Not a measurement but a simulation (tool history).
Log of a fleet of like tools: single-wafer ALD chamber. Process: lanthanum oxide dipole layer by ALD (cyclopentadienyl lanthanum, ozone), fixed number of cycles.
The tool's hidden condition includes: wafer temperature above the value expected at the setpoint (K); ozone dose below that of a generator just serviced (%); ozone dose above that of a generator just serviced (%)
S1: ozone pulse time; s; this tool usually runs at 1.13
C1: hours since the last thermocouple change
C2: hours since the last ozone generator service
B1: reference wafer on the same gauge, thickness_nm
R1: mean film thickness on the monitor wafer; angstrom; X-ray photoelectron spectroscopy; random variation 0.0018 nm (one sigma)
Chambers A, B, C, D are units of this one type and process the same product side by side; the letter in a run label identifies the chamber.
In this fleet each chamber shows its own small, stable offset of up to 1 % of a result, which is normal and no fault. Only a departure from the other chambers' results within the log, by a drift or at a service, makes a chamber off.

run	day	S1	C1	C2	B1	R1
1D	0.317	1.13	171.1	392.9	0.52954	5.2347
2B	0.904	1.13	2603.4	937.8	0.52866	5.1942
3C	1.333	1.13	1383.1	872.8	0.52872	5.1815
4A	1.900	1.13	190.9	343.8	0.52933	5.1501
5C	2.454	1.13	1410.0	899.7	0.52900	5.1795
6A	2.750	1.13	211.3	364.2	0.52911	5.1678
7B	3.267	1.13	2660.1	994.5	0.52924	5.1997
8D	3.742	1.43	253.3	475.1	0.52914	5.4598
9D	4.067	1.43	261.1	482.9	0.52899	5.4797
10A	4.729	1.43	258.8	411.7	0.52931	5.4164
11C	5.296	1.43	1478.2	967.9	0.52932	5.4601
12B	5.688	1.13	2718.2	1052.6	0.52903	5.1783
13D	6.333	1.13	315.5	537.3	0.52892	5.2129
14A	6.850	1.13	309.7	462.6	0.52974	5.1549
15B	7.375	1.13	2758.7	1093.1	0.52903	5.1908
16C	7.983	1.13	1542.7	1032.4	0.52933	5.1560
17C	8.488	1.13	1554.8	1044.5	0.52906	5.1538
18A	8.938	1.13	359.8	512.7	0.52889	5.1524
19D	9.471	1.13	390.8	612.6	0.52926	5.2206
20B	9.904	1.13	2819.4	1153.8	0.52903	5.1667
21C	10.438	1.13	1601.6	1091.3	0.52877	5.1549
22D	11.042	1.13	428.5	650.3	0.52939	5.2340
23A	11.346	1.13	417.6	570.5	0.52872	5.1916
24B	12.000	1.13	2869.7	1204.1	0.52905	5.1265
25A	12.467	1.13	444.5	597.4	0.52919	5.1718
26C	13.092	1.13	1665.3	1155.0	0.52885	5.1820
27D	13.446	1.13	486.2	708.0	0.52861	5.2284
28B	13.875	1.13	2914.7	1249.1	0.52861	5.0924
29A	14.479	1.13	492.8	645.7	0.52885	5.1300
30C	15.012	1.13	1711.4	1201.1	0.52874	5.1495
31B	15.558	1.13	2955.1	1289.5	0.52885	5.0794
32D	16.079	1.13	549.4	771.2	0.52906	5.2227
# day 16.396: chamber A: ozone generator serviced
33C	16.558	1.13	1748.5	1238.2	0.52937	5.1684
34D	17.188	1.13	576.0	797.8	0.52929	5.2159
35A	17.775	1.13	571.9	33.1	0.52866	5.1545
36B	18.300	1.13	3020.9	1355.3	0.52932	5.0851
37B	18.642	1.13	3029.1	1363.5	0.52938	5.0537
38A	19.217	1.13	606.5	67.7	0.52861	5.1571
39C	19.579	0.98	1821.0	1310.7	0.52908	4.9460
40D	20.079	0.98	645.4	867.2	0.52875	5.0014
41D	20.475	0.98	654.9	876.7	0.52904	4.9855
42A	21.054	0.98	650.6	111.8	0.52933	4.9447

Next, all 4 chambers run the settings below, one line each with question marks for the results. What does each chamber give?
43A	21.525	1.13				?
43B	21.525	1.13				?
43C	21.525	1.13				?
43D	21.525	1.13				?

run	R1
43A	5.1482
43B	5.0487
43C	5.1587
43D	5.2206
